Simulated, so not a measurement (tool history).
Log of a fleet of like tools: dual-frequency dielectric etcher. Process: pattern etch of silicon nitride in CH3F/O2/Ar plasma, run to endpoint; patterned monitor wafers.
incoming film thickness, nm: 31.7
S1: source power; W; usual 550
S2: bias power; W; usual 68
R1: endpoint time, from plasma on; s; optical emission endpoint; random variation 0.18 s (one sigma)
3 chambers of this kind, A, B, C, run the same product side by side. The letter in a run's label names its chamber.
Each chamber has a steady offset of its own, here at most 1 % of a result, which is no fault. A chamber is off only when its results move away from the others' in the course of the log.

{"run": "1A", "hour": 4.6, "S1": 550, "S2": 68, "R1": 41.194}
{"run": "2C", "hour": 8.7, "S1": 550, "S2": 68, "R1": 41.426}
{"run": "3B", "hour": 12.6, "S1": 550, "S2": 68, "R1": 41.035}
{"run": "4B", "hour": 19.0, "S1": 550, "S2": 68, "R1": 40.946}
{"run": "5C", "hour": 25.5, "S1": 550, "S2": 68, "R1": 41.978}
{"run": "6A", "hour": 32.7, "S1": 650, "S2": 81, "R1": 36.583}
{"run": "7A", "hour": 36.7, "S1": 650, "S2": 81, "R1": 36.749}
{"run": "8C", "hour": 40.9, "S1": 650, "S2": 81, "R1": 37.074}
{"run": "9B", "hour": 44.5, "S1": 550, "S2": 68, "R1": 41.081}
{"run": "10C", "hour": 51.0, "S1": 680, "S2": 76, "R1": 37.108}
{"run": "11B", "hour": 57.7, "S1": 680, "S2": 76, "R1": 36.532}
{"run": "12A", "hour": 61.6, "S1": 680, "S2": 76, "R1": 36.872}
{"hour": 65.2, "done": "chamber C: wet clean of the chamber"}
{"run": "13B", "hour": 67.5, "S1": 550, "S2": 68, "R1": 41.523}
{"run": "14A", "hour": 75.0, "S1": 550, "S2": 68, "R1": 41.711}
{"run": "15C", "hour": 79.7, "S1": 550, "S2": 81, "R1": 40.725}
{"run": "16A", "hour": 84.4, "S1": 550, "S2": 81, "R1": 39.001}
{"run": "17C", "hour": 90.8, "S1": 550, "S2": 81, "R1": 40.847}
{"run": "18B", "hour": 96.5, "S1": 550, "S2": 68, "R1": 41.161}
{"run": "19A", "hour": 101.3, "S1": 550, "S2": 68, "R1": 41.461}
{"run": "20C", "hour": 105.0, "S1": 490, "S2": 56, "R1": 48.254}
{"run": "21B", "hour": 110.9, "S1": 490, "S2": 56, "R1": 45.936}
{"run": "22B", "hour": 114.6, "S1": 490, "S2": 56, "R1": 45.746}
{"run": "23A", "hour": 118.6, "S1": 550, "S2": 68, "R1": 41.338}
{"run": "24C", "hour": 125.8, "S1": 550, "S2": 68, "R1": 42.934}
{"run": "25A", "hour": 132.6, "S1": 550, "S2": 68, "R1": 41.197}
{"hour": 136.0, "done": "chamber B: wet clean of the chamber"}
{"run": "26C", "hour": 138.9, "S1": 550, "S2": 68, "R1": 42.832}
{"run": "27B", "hour": 144.4, "S1": 550, "S2": 68, "R1": 41.319}
{"run": "28B", "hour": 150.2, "S1": 550, "S2": 68, "R1": 41.003}
{"run": "29C", "hour": 154.1, "S1": 550, "S2": 68, "R1": 43.413}
{"run": "30A", "hour": 159.6, "S1": 550, "S2": 68, "R1": 41.312}
{"run": "31C", "hour": 167.0, "S1": 550, "S2": 68, "R1": 43.109}
{"run": "32B", "hour": 170.6, "S1": 550, "S2": 68, "R1": 41.157}
{"run": "33A", "hour": 176.6, "S1": 550, "S2": 68, "R1": 41.436}
{"run": "34B", "hour": 182.0, "S1": 550, "S2": 68, "R1": 41.006}
{"run": "35C", "hour": 185.8, "S1": 550, "S2": 68, "R1": 43.12}
{"run": "36A", "hour": 193.4, "S1": 480, "S2": 74, "R1": 42.257}
{"run": "37B", "hour": 198.1, "S1": 480, "S2": 74, "R1": 42.173}

What goes on in this fleet: one chamber off, a drifting gauge, or nothing beyond the chambers' own small offsets? Name the chamber and the cause, if any.

A service left chamber C off against the others.
Cause: etch rate under this chamber's usual, % = 3.31.

Here are 4 candidates for chamber C's next run, each the usual settings with a change, their results left as question marks. Which one brings its results back in line with what the others give on the usual settings?
In line means no further than this from the other chambers' mean on the usual settings: R1 0.63 s
{"run": "38C-1", "hour": 203.5, "S1": 490, "S2": 68, "R1": "?"}
{"run": "38C-2", "hour": 203.5, "S1": 550, "S2": 77, "R1": "?"}
{"run": "38C-3", "hour": 203.5, "S1": 540, "S2": 67, "R1": "?"}
{"run": "38C-4", "hour": 203.5, "S1": 550, "S2": 71, "R1": "?"}

The other chambers' mean on the usual settings: R1 41.291 s
run=38C-1 R1=45.02
run=38C-2 R1=41.344
run=38C-3 R1=43.587
run=38C-4 R1=42.471
38C-2 brings the chamber back in line.
